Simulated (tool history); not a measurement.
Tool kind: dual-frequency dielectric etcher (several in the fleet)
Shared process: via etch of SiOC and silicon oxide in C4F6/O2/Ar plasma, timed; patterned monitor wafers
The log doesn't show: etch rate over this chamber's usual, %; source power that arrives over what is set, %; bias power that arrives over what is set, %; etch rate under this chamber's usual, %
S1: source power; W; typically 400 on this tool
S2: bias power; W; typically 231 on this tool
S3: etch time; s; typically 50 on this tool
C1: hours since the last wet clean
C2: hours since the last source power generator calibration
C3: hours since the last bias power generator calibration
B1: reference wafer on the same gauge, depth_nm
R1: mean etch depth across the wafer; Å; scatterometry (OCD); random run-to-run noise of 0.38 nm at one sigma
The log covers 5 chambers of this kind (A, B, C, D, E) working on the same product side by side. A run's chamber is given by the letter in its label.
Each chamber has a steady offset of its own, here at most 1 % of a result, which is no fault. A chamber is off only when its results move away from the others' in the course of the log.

Run 1B, day 0.158: usual settings; C1 56.5; C2 1399.6; C3 135.4; B1 63.113. Result: R1 610.65 Å.
Run 2D, day 0.333: usual settings; C1 325.4; C2 2603.7; C3 2485; B1 62.899. Result: R1 615.6 Å.
Run 3E, day 0.425: usual settings; C1 375.7; C2 732; C3 3095.6; B1 62.977. Result: R1 609.81 Å.
Run 4C, day 0.588: usual settings; C1 398.8; C2 292.2; C3 1602.1; B1 62.972. Result: R1 615.85 Å.
Run 5A, day 0.662: usual settings; C1 208.1; C2 69.6; C3 1848.9; B1 63.017. Result: R1 611.4 Å.
Run 6B, day 0.796: usual settings; C1 71.8; C2 1414.9; C3 150.7; B1 63.041. Result: R1 621.16 Å.
Run 7E, day 0.908: usual settings but S1 310 W; C1 387.3; C2 743.6; C3 3107.2; B1 63.019. Result: R1 552.3 Å.
Run 8C, day 1.088: usual settings but S1 310 W; C1 410.8; C2 304.2; C3 1614.1; B1 63.141. Result: R1 553.87 Å.
Run 9D, day 1.246: usual settings but S1 310 W; C1 347.3; C2 2625.6; C3 2506.9; B1 63.009. Result: R1 561.77 Å.
Run 10A, day 1.379: usual settings but S1 310 W; C1 225.3; C2 86.8; C3 1866.1; B1 63.08. Result: R1 560.44 Å.
At day 1.483: chamber D: wet clean of the chamber.
Run 11C, day 1.533: usual settings but S1 310 W; C1 421.5; C2 314.9; C3 1624.8; B1 62.987. Result: R1 559.09 Å.
Run 12B, day 1.712: usual settings; C1 93.8; C2 1436.9; C3 172.7; B1 63.034. Result: R1 616.34 Å.
Run 13A, day 1.817: usual settings; C1 235.8; C2 97.3; C3 1876.6; B1 62.949. Result: R1 618.32 Å.
Run 14E, day 1.954: usual settings; C1 412.4; C2 768.7; C3 3132.3; B1 63.044. Result: R1 609.47 Å.
Run 15D, day 2.038: usual settings; C1 13.4; C2 2644.6; C3 2525.9; B1 63.012. Result: R1 639.48 Å.
Run 16E, day 2.133: usual settings; C1 416.7; C2 773; C3 3136.6; B1 63.014. Result: R1 619.28 Å.
Run 17D, day 2.304: usual settings but S1 340 W, S3 38.5 s; C1 19.8; C2 2651; C3 2532.3; B1 62.989. Result: R1 460.2 Å.
Run 18A, day 2.438: usual settings but S1 340 W, S3 38.5 s; C1 250.7; C2 112.2; C3 1891.5; B1 63.015. Result: R1 448.8 Å.
Run 19B, day 2.612: usual settings but S1 340 W, S3 38.5 s; C1 115.4; C2 1458.5; C3 194.3; B1 63.115. Result: R1 443.66 Å.
Run 20C, day 2.75: usual settings but S1 340 W, S3 38.5 s; C1 450.7; C2 344.1; C3 1654; B1 62.924. Result: R1 449.61 Å.
Run 21C, day 2.892: usual settings but S1 340 W, S3 38.5 s; C1 454.1; C2 347.5; C3 1657.4; B1 62.972. Result: R1 446.14 Å.
Run 22D, day 3.008: usual settings but S3 40 s; C1 36.7; C2 2667.9; C3 2549.2; B1 62.955. Result: R1 520.81 Å.
Run 23B, day 3.096: usual settings but S3 40 s; C1 127; C2 1470.1; C3 205.9; B1 63.011. Result: R1 492.35 Å.
Run 24E, day 3.221: usual settings but S3 40 s; C1 442.8; C2 799.1; C3 3162.7; B1 62.948. Result: R1 486.78 Å.
Run 25A, day 3.333: usual settings but S3 40 s; C1 272.2; C2 133.7; C3 1913; B1 62.963. Result: R1 488.87 Å.
Run 26E, day 3.508: usual settings but S3 40 s; C1 449.7; C2 806; C3 3169.6; B1 63.002. Result: R1 485.54 Å.
Run 27D, day 3.6: usual settings but S1 360 W; C1 50.9; C2 2682.1; C3 2563.4; B1 62.976. Result: R1 616.87 Å.
Run 28C, day 3.688: usual settings but S1 360 W; C1 473.2; C2 366.6; C3 1676.5; B1 62.928. Result: R1 592.58 Å.
Run 29A, day 3.783: usual settings but S1 360 W; C1 283; C2 144.5; C3 1923.8; B1 63.048. Result: R1 593.74 Å.
Run 30B, day 3.867: usual settings but S1 360 W; C1 145.5; C2 1488.6; C3 224.4; B1 63.076. Result: R1 588.86 Å.

Next, every chamber runs the same settings. What will each give?
Run 31A, day 3.992: usual settings but S3 44.5 s. Result: R1 ?.
Run 31B, day 3.992: usual settings but S3 44.5 s. Result: R1 ?.
Run 31C, day 3.992: usual settings but S3 44.5 s. Result: R1 ?.
Run 31D, day 3.992: usual settings but S3 44.5 s. Result: R1 ?.
Run 31E, day 3.992: usual settings but S3 44.5 s. Result: R1 ?.

run      R1
31A  549.52
31B   547.5
31C  540.05
31D     571
31E  547.36
